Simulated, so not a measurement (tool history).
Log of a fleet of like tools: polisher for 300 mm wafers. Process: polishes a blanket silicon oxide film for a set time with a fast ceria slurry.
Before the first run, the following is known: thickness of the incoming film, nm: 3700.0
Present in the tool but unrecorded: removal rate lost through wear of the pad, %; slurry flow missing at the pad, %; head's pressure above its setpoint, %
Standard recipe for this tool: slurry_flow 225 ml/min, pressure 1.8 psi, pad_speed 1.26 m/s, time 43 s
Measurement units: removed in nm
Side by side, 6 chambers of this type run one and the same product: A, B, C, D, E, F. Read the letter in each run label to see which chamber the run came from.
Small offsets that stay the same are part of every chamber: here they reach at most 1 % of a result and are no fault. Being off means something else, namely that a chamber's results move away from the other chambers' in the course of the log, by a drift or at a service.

run,hour,slurry_flow,pressure,pad_speed,time,wafers polished on this pad,hours since the slurry nozzle was cleaned,hours since the head pressure was calibrated,removed
1C,4.8,225,1.8,1.26,43,162,76.7,138.4,461.73
# hour 5.5: chamber F: worn pad replaced by a new one
2E,9.2,225,1.8,1.26,43,942,282.7,268.9,475.49
3D,13.1,225,1.8,1.26,43,468,808.2,305.6,472.07
4B,17.4,225,1.8,1.26,43,934,59.2,410.2,470.51
5A,19.9,225,1.8,1.26,43,1040,762.2,1062.5,476.57
6F,23.4,225,1.8,1.26,43,272,398.5,441.6,479.92
# hour 24.2: chamber C: worn pad replaced by a new one
# hour 28.2: chamber B: worn pad replaced by a new one
7E,28.7,225,1.8,1.26,43,1238,302.2,288.4,463.46
# hour 30.7: chamber A: slurry nozzle cleaned
8A,31.9,225,1.8,1.26,43,1222,1.3,1074.5,470.42
# hour 32.1: chamber E: worn pad replaced by a new one
# hour 33.2: chamber D: worn pad replaced by a new one
9F,35.6,225,1.8,1.26,43,457,410.7,453.8,480.22
10C,38.4,225,1.8,1.26,43,216,110.3,172.0,483.67
# hour 39.1: chamber A: worn pad replaced by a new one
11B,43.0,225,1.8,1.26,43,225,84.8,435.8,471.14
12D,48.0,225,1.8,1.26,36,224,843.1,340.5,389.52
13D,52.1,225,1.8,1.26,36,287,847.2,344.6,404.14
14B,56.1,225,1.8,1.26,36,423,97.9,448.9,400.94
# hour 58.5: chamber C: worn pad replaced by a new one
15F,59.5,225,1.8,1.26,36,820,434.6,477.7,394.04
16A,63.8,225,1.8,1.26,36,375,33.2,1106.4,401.35
17C,66.8,225,1.8,1.26,36,126,138.7,200.4,391.95
18E,69.7,225,1.8,1.26,43,572,343.2,329.4,475.67
19F,73.6,225,1.8,1.26,43,1034,448.7,491.8,463.43
20B,76.0,225,1.3,1.26,35,726,117.8,468.8,292.32
21E,78.6,225,1.3,1.26,35,707,352.1,338.3,276.06
22C,82.1,225,1.3,1.26,35,358,154.0,215.7,277.47
23A,86.5,225,1.3,1.26,35,719,55.9,1129.1,282.69
# hour 88.0: chamber F: worn pad replaced by a new one
24D,89.8,225,1.3,1.26,35,859,884.9,382.3,286.42
# hour 90.7: chamber D: worn pad replaced by a new one
25C,92.6,225,1.3,1.26,35,518,164.5,226.2,286.75
# hour 93.7: chamber C: worn pad replaced by a new one
# hour 96.3: chamber B: worn pad replaced by a new one
26D,97.8,225,1.8,1.26,43,108,892.9,390.3,477.24
27B,100.7,225,1.8,1.26,43,66,142.5,493.5,496.36
28A,105.3,225,1.8,1.26,43,1005,74.7,1147.9,468.46
29E,107.7,225,1.8,1.26,43,1149,381.2,367.4,478.06
30F,112.9,225,1.8,1.68,43,379,488.0,531.1,626.30
31B,116.6,225,1.8,1.68,43,308,158.4,509.4,665.05
# hour 117.1: chamber A: worn pad replaced by a new one
32E,120.1,225,1.8,1.68,43,1337,393.6,379.8,624.40
33A,122.8,225,1.8,1.68,43,86,92.2,1165.4,630.93
# hour 123.1: chamber C: worn pad replaced by a new one
# hour 123.2: chamber D: slurry nozzle cleaned
34D,126.3,225,1.8,1.68,43,540,3.2,418.8,648.45
35C,128.6,225,1.8,1.68,43,84,200.5,262.2,646.21
36F,133.7,225,1.8,1.26,43,695,508.8,551.9,466.78
# hour 134.9: chamber E: worn pad replaced by a new one
37C,136.3,225,1.8,1.26,43,201,208.2,269.9,477.72
38D,140.8,225,1.8,1.26,43,760,17.7,433.3,469.64
39E,144.4,225,1.8,1.26,43,145,417.9,404.1,487.84
40A,149.5,225,1.8,1.26,43,492,118.9,1192.1,468.36
41B,154.4,225,1.8,1.26,43,882,196.2,547.2,526.27

The same settings go to every chamber for the next run, one line per chamber below. Forecast the results for each:
42A,158.2,225,1.8,1.26,43,,,,?
42B,158.2,225,1.8,1.26,43,,,,?
42C,158.2,225,1.8,1.26,43,,,,?
42D,158.2,225,1.8,1.26,43,,,,?
42E,158.2,225,1.8,1.26,43,,,,?
42F,158.2,225,1.8,1.26,43,,,,?

run,removed
42A,486.93
42B,528.91
42C,483.90
42D,475.36
42E,477.44
42F,473.32
